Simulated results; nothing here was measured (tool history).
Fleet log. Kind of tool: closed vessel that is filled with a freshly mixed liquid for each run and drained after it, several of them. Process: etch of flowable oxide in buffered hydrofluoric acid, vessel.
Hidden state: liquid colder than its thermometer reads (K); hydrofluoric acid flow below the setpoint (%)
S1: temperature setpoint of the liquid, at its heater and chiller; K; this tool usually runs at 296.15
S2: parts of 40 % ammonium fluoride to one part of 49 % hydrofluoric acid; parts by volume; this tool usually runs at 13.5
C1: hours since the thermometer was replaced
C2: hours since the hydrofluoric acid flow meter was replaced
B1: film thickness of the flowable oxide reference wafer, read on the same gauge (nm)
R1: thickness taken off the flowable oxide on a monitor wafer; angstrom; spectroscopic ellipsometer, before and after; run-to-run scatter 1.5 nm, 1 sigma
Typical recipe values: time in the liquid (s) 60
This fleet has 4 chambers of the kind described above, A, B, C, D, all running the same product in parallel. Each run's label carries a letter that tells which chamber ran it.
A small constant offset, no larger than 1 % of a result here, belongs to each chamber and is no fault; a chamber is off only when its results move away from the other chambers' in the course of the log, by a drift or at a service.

run 1C hour=10.6 | S1=296.15 S2=13.5 time_in_the_liquid_(s)=60 | C1=1967.1 C2=1692.0 | B1=129.99 | R1=1577.4
run 2D hour=26.4 | S1=296.15 S2=13.5 time_in_the_liquid_(s)=60 | C1=998.3 C2=190.7 | B1=130.01 | R1=1580.8
run 3A hour=42.1 | S1=296.15 S2=13.5 time_in_the_liquid_(s)=60 | C1=738.0 C2=381.1 | B1=129.98 | R1=1588.9
run 4B hour=51.0 | S1=296.15 S2=13.5 time_in_the_liquid_(s)=60 | C1=230.1 C2=815.0 | B1=129.99 | R1=1553.4
run 5C hour=66.2 | S1=296.15 S2=13.5 time_in_the_liquid_(s)=60 | C1=2022.7 C2=1747.6 | B1=130.00 | R1=1567.1
run 6B hour=74.7 | S1=292.65 S2=13.5 time_in_the_liquid_(s)=60 | C1=253.8 C2=838.7 | B1=129.99 | R1=1285.9
run 7D hour=85.2 | S1=292.65 S2=13.5 time_in_the_liquid_(s)=60 | C1=1057.1 C2=249.5 | B1=129.98 | R1=1294.8
run 8A hour=97.9 | S1=292.65 S2=13.5 time_in_the_liquid_(s)=60 | C1=793.8 C2=436.9 | B1=130.01 | R1=1307.3
run 9D hour=109.4 | S1=292.65 S2=13.5 time_in_the_liquid_(s)=60 | C1=1081.3 C2=273.7 | B1=130.00 | R1=1314.1
run 10A hour=122.1 | S1=296.15 S2=13.5 time_in_the_liquid_(s)=60 | C1=818.0 C2=461.1 | B1=129.99 | R1=1561.6
run 11C hour=130.8 | S1=296.15 S2=13.5 time_in_the_liquid_(s)=60 | C1=2087.3 C2=1812.2 | B1=130.00 | R1=1577.7
run 12B hour=141.5 | S1=296.15 S2=13.5 time_in_the_liquid_(s)=60 | C1=320.6 C2=905.5 | B1=129.99 | R1=1569.0
run 13B hour=156.2 | S1=296.15 S2=13.5 time_in_the_liquid_(s)=60 | C1=335.3 C2=920.2 | B1=129.99 | R1=1572.6
run 14C hour=164.6 | S1=296.15 S2=13.5 time_in_the_liquid_(s)=60 | C1=2121.1 C2=1846.0 | B1=130.01 | R1=1587.1
run 15A hour=173.0 | S1=296.15 S2=13.5 time_in_the_liquid_(s)=60 | C1=868.9 C2=512.0 | B1=130.01 | R1=1561.9
run 16D hour=181.7 | S1=296.15 S2=13.5 time_in_the_liquid_(s)=60 | C1=1153.6 C2=346.0 | B1=130.02 | R1=1562.9
run 17C hour=193.0 | S1=296.15 S2=13.5 time_in_the_liquid_(s)=60 | C1=2149.5 C2=1874.4 | B1=130.00 | R1=1608.5
-- hour=194.7 chamber C: hydrofluoric acid flow meter replaced
run 18B hour=200.3 | S1=296.15 S2=11.5 time_in_the_liquid_(s)=85 | C1=379.4 C2=964.3 | B1=130.01 | R1=2585.5
run 19D hour=210.6 | S1=296.15 S2=11.5 time_in_the_liquid_(s)=85 | C1=1182.5 C2=374.9 | B1=130.02 | R1=2589.8
run 20A hour=226.4 | S1=296.15 S2=11.5 time_in_the_liquid_(s)=85 | C1=922.3 C2=565.4 | B1=129.99 | R1=2586.9
run 21A hour=233.3 | S1=296.15 S2=11.5 time_in_the_liquid_(s)=85 | C1=929.2 C2=572.3 | B1=130.00 | R1=2629.9
run 22B hour=240.3 | S1=296.15 S2=13.5 time_in_the_liquid_(s)=60 | C1=419.4 C2=1004.3 | B1=130.01 | R1=1559.9
run 23C hour=250.3 | S1=296.15 S2=11.0 time_in_the_liquid_(s)=60 | C1=2206.8 C2=55.6 | B1=130.00 | R1=1939.4
run 24D hour=258.2 | S1=296.15 S2=11.0 time_in_the_liquid_(s)=60 | C1=1230.1 C2=422.5 | B1=129.99 | R1=1936.8
run 25B hour=273.8 | S1=296.15 S2=11.0 time_in_the_liquid_(s)=60 | C1=452.9 C2=1037.8 | B1=130.02 | R1=1915.5
run 26A hour=283.0 | S1=296.15 S2=11.0 time_in_the_liquid_(s)=60 | C1=978.9 C2=622.0 | B1=130.01 | R1=1909.0
-- hour=293.4 chamber C: thermometer replaced
run 27D hour=294.5 | S1=297.65 S2=13.5 time_in_the_liquid_(s)=60 | C1=1266.4 C2=458.8 | B1=130.00 | R1=1663.8
run 28C hour=308.8 | S1=297.65 S2=13.5 time_in_the_liquid_(s)=60 | C1=15.4 C2=114.1 | B1=130.00 | R1=1728.5
run 29C hour=320.0 | S1=297.65 S2=13.5 time_in_the_liquid_(s)=60 | C1=26.6 C2=125.3 | B1=130.01 | R1=1732.3
-- hour=326.4 chamber A: thermometer replaced
run 30B hour=330.6 | S1=297.65 S2=13.5 time_in_the_liquid_(s)=60 | C1=509.7 C2=1094.6 | B1=130.00 | R1=1704.3
run 31D hour=338.1 | S1=296.15 S2=13.5 time_in_the_liquid_(s)=60 | C1=1310.0 C2=502.4 | B1=129.98 | R1=1577.6
run 32A hour=346.2 | S1=296.15 S2=13.5 time_in_the_liquid_(s)=60 | C1=19.8 C2=685.2 | B1=130.00 | R1=1566.5
run 33D hour=358.4 | S1=296.15 S2=13.5 time_in_the_liquid_(s)=60 | C1=1330.3 C2=522.7 | B1=130.01 | R1=1569.5
run 34A hour=371.5 | S1=296.15 S2=13.5 time_in_the_liquid_(s)=60 | C1=45.1 C2=710.5 | B1=130.01 | R1=1618.2
run 35C hour=380.5 | S1=296.15 S2=13.5 time_in_the_liquid_(s)=60 | C1=87.1 C2=185.8 | B1=130.01 | R1=1572.4
run 36B hour=392.6 | S1=296.15 S2=13.5 time_in_the_liquid_(s)=60 | C1=571.7 C2=1156.6 | B1=130.00 | R1=1580.8
run 37B hour=401.2 | S1=293.65 S2=13.5 time_in_the_liquid_(s)=45 | C1=580.3 C2=1165.2 | B1=129.99 | R1=1032.7

Is one chamber off against the others, does the gauge drift, or is nothing wrong? If a chamber is off, say which, and what the likeliest cause is.

Nothing is wrong: each chamber keeps only its own small, steady offset and the gauge holds still.

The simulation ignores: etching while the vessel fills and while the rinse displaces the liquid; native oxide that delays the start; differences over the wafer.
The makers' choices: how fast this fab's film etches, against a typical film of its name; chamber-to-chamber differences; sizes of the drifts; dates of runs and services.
